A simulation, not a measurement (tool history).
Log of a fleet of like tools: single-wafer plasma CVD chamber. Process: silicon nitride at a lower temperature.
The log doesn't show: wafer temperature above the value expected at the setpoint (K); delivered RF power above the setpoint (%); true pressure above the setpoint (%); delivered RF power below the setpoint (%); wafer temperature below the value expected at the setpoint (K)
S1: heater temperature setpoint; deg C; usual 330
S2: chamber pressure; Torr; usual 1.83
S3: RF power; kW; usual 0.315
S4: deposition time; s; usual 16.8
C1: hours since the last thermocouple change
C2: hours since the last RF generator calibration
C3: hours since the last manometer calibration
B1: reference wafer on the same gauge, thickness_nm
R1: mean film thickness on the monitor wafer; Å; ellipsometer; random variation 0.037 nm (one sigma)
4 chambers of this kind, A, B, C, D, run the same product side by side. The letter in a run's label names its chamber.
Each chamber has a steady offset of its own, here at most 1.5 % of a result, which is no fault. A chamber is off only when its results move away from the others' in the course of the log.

Run 1A, hour 4.6: usual settings; C1 2071.1; C2 745; C3 208.6; B1 23.902. Result: R1 212.84 Å.
Run 2D, hour 8.8: usual settings; C1 253.8; C2 398.8; C3 34.8; B1 23.905. Result: R1 211.09 Å.
Run 3C, hour 12.2: usual settings; C1 339.5; C2 794.6; C3 914.1; B1 23.903. Result: R1 212.77 Å.
Run 4B, hour 18.9: usual settings; C1 331.4; C2 1144; C3 466.2; B1 23.906. Result: R1 211.65 Å.
Run 5A, hour 23.8: usual settings; C1 2090.3; C2 764.2; C3 227.8; B1 23.922. Result: R1 212.92 Å.
Run 6D, hour 27.4: usual settings; C1 272.4; C2 417.4; C3 53.4; B1 23.91. Result: R1 212.04 Å.
Run 7C, hour 34.6: usual settings; C1 361.9; C2 817; C3 936.5; B1 23.912. Result: R1 212.99 Å.
Run 8B, hour 41.5: usual settings; C1 354; C2 1166.6; C3 488.8; B1 23.939. Result: R1 211.51 Å.
Run 9A, hour 48.6: usual settings but S3 0.29 kW, S4 14.3 s; C1 2115.1; C2 789; C3 252.6; B1 23.936. Result: R1 171.51 Å.
Run 10D, hour 55.1: usual settings but S3 0.29 kW, S4 14.3 s; C1 300.1; C2 445.1; C3 81.1; B1 23.934. Result: R1 171.04 Å.
Run 11C, hour 60.8: usual settings but S3 0.29 kW, S4 14.3 s; C1 388.1; C2 843.2; C3 962.7; B1 23.943. Result: R1 172.27 Å.
Run 12B, hour 65.4: usual settings but S3 0.29 kW, S4 14.3 s; C1 377.9; C2 1190.5; C3 512.7; B1 23.952. Result: R1 170.79 Å.
Run 13B, hour 72.2: usual settings; C1 384.7; C2 1197.3; C3 519.5; B1 23.944. Result: R1 212.04 Å.
At hour 73.7: chamber A: thermocouple changed; heater temperature recalibrated.
Run 14D, hour 76.1: usual settings; C1 321.1; C2 466.1; C3 102.1; B1 23.959. Result: R1 211.22 Å.
Run 15A, hour 80.3: usual settings; C1 6.6; C2 820.7; C3 284.3; B1 23.954. Result: R1 213.73 Å.
Run 16C, hour 85.9: usual settings; C1 413.2; C2 868.3; C3 987.8; B1 23.96. Result: R1 213.1 Å.
Run 17A, hour 91.3: usual settings; C1 17.6; C2 831.7; C3 295.3; B1 23.97. Result: R1 213.92 Å.
Run 18C, hour 96.3: usual settings but S4 14.9 s; C1 423.6; C2 878.7; C3 998.2; B1 23.971. Result: R1 189.81 Å.
Run 19B, hour 99.9: usual settings but S4 14.9 s; C1 412.4; C2 1225; C3 547.2; B1 23.962. Result: R1 187.32 Å.
Run 20D, hour 104.6: usual settings but S4 14.9 s; C1 349.6; C2 494.6; C3 130.6; B1 23.972. Result: R1 188.45 Å.
Run 21B, hour 110.6: usual settings but S4 14.9 s; C1 423.1; C2 1235.7; C3 557.9; B1 23.963. Result: R1 188.11 Å.
Run 22A, hour 114.8: usual settings but S3 0.285 kW; C1 41.1; C2 855.2; C3 318.8; B1 23.976. Result: R1 200.18 Å.
Run 23D, hour 118.8: usual settings but S3 0.285 kW; C1 363.8; C2 508.8; C3 144.8; B1 23.976. Result: R1 198.65 Å.
Run 24C, hour 122.8: usual settings but S3 0.285 kW; C1 450.1; C2 905.2; C3 1024.7; B1 23.976. Result: R1 200.2 Å.
Run 25D, hour 127.9: usual settings but S3 0.285 kW; C1 372.9; C2 517.9; C3 153.9; B1 23.992. Result: R1 198.5 Å.
At hour 132.2: chamber C: RF generator calibrated.
Run 26B, hour 135.7: usual settings; C1 448.2; C2 1260.8; C3 583; B1 23.991. Result: R1 212.26 Å.
Run 27A, hour 143.4: usual settings; C1 69.7; C2 883.8; C3 347.4; B1 24. Result: R1 214.29 Å.
Run 28C, hour 148.5: usual settings; C1 475.8; C2 16.4; C3 1050.4; B1 24.002. Result: R1 213.75 Å.
Run 29D, hour 154.1: usual settings but S2 1.65 Torr, S4 14 s; C1 399.1; C2 544.1; C3 180.1; B1 24.015. Result: R1 171.87 Å.
Run 30A, hour 158.3: usual settings but S2 1.65 Torr, S4 14 s; C1 84.6; C2 898.7; C3 362.3; B1 24.01. Result: R1 173.98 Å.
Run 31C, hour 165: usual settings but S2 1.65 Torr, S4 14 s; C1 492.3; C2 32.9; C3 1066.9; B1 24.013. Result: R1 173.05 Å.
Run 32B, hour 169.2: usual settings but S2 1.65 Torr, S4 14 s; C1 481.7; C2 1294.3; C3 616.5; B1 24.013. Result: R1 172.06 Å.
Run 33A, hour 172.8: usual settings but S3 0.365 kW; C1 99.1; C2 913.2; C3 376.8; B1 24.02. Result: R1 236.57 Å.
Run 34D, hour 177.4: usual settings but S3 0.365 kW; C1 422.4; C2 567.4; C3 203.4; B1 24.025. Result: R1 233.21 Å.
Run 35C, hour 184.9: usual settings but S3 0.365 kW; C1 512.2; C2 52.8; C3 1086.8; B1 24.022. Result: R1 234.6 Å.
Run 36B, hour 189.1: usual settings but S3 0.365 kW; C1 501.6; C2 1314.2; C3 636.4; B1 24.035. Result: R1 233.07 Å.
Run 37B, hour 193.5: usual settings; C1 506; C2 1318.6; C3 640.8; B1 24.031. Result: R1 212.12 Å.
Run 38C, hour 200.3: usual settings; C1 527.6; C2 68.2; C3 1102.2; B1 24.037. Result: R1 213.61 Å.
Run 39A, hour 206.8: usual settings; C1 133.1; C2 947.2; C3 410.8; B1 24.052. Result: R1 214.87 Å.
Run 40D, hour 213.1: usual settings; C1 458.1; C2 603.1; C3 239.1; B1 24.045. Result: R1 212.83 Å.
Run 41A, hour 218.9: usual settings; C1 145.2; C2 959.3; C3 422.9; B1 24.061. Result: R1 214.27 Å.
Run 42D, hour 226.6: usual settings; C1 471.6; C2 616.6; C3 252.6; B1 24.062. Result: R1 213.54 Å.
At hour 230: chamber B: RF generator calibrated.
Run 43B, hour 234.1: usual settings; C1 546.6; C2 4.1; C3 681.4; B1 24.056. Result: R1 213.05 Å.
Run 44C, hour 239: usual settings; C1 566.3; C2 106.9; C3 1140.9; B1 24.071. Result: R1 214.59 Å.

Is one chamber off against the others, does the gauge drift, or is nothing wrong? If a chamber is off, say which, and what the likeliest cause is.

The gauge drifts, so all chambers seem to drift together. No chamber is off.
Cause: gauge reads high (%) = 0.706.

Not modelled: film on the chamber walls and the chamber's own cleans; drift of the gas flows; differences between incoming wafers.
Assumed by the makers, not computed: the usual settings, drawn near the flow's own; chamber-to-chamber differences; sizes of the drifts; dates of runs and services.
